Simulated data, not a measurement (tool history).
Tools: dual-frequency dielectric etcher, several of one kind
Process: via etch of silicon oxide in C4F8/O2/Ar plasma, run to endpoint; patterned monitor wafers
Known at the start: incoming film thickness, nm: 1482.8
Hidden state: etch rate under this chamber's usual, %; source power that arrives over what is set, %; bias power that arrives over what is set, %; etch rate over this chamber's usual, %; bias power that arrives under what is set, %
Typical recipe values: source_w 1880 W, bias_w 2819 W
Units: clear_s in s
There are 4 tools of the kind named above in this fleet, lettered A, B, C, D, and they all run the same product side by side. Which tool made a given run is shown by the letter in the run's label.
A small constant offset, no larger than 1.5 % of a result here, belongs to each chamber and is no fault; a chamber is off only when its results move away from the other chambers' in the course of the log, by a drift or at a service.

run	day	source_w	bias_w	hours since the last wet clean	hours since the last source power generator calibration	hours since the last bias power generator calibration	clear_s
1C	0.162	1880	2819	376.6	1875.7	1832.8	269.24
2D	0.267	1880	2819	270.3	1422.2	1577.7	271.12
# day 0.488: chamber B: bias power generator calibrated
3B	0.488	1880	2819	12.2	1302.6	0.1	270.76
4A	0.638	1880	2819	327.9	784.5	1921.9	272.07
5C	0.775	1680	3094	391.3	1890.4	1847.5	271.15
6B	0.983	1680	3094	24.1	1314.5	12	274
7D	1.125	1680	3094	290.9	1442.8	1598.3	275.68
8A	1.321	1680	3094	344.3	800.9	1938.3	273.99
9B	1.512	1880	2819	36.8	1327.2	24.7	270.29
10A	1.662	1880	2819	352.5	809.1	1946.5	271.18
11C	1.838	1880	2819	416.8	1915.9	1873	265.95
12D	1.992	1720	2819	311.7	1463.6	1619.1	277.1
13C	2.15	1720	2819	424.3	1923.4	1880.5	278.76
14A	2.296	1720	2819	367.7	824.3	1961.7	282.22
15D	2.508	1720	2819	324.1	1476	1631.5	275.1
16B	2.633	1880	2819	63.7	1354.1	51.6	271.51
17D	2.779	1880	2819	330.6	1482.5	1638	264.59
18C	2.925	1880	3081	442.9	1942	1899.1	261.2
19A	3.042	1880	3081	385.6	842.2	1979.6	262.56
# day 3.079: chamber A: wet clean of the chamber
20B	3.217	1880	3081	77.7	1368.1	65.6	261.45
21A	3.404	1880	3081	7.8	850.9	1988.3	260.86
22D	3.604	1880	2819	350.4	1502.3	1657.8	261.61
23C	3.804	1880	2819	464	1963.1	1920.2	265.44
24B	3.912	1880	2819	94.4	1384.8	82.3	270.86
25B	4.021	1880	2819	97	1387.4	84.9	271.08
26D	4.179	1880	2819	364.2	1516.1	1671.6	259.05
27A	4.383	1880	2819	31.3	874.4	2011.8	269.04
28C	4.579	1880	2819	482.6	1981.7	1938.8	267.61
29C	4.771	1880	2819	487.2	1986.3	1943.4	264.85
30A	4.95	1880	2819	44.9	888	2025.4	270.3

The same settings go to every chamber for the next run, one line per chamber below. Forecast the results for each:
31A	5.108	1880	2819				?
31B	5.108	1880	2819				?
31C	5.108	1880	2819				?
31D	5.108	1880	2819				?

run	clear_s
31A	270.32
31B	271.02
31C	268.98
31D	256.73
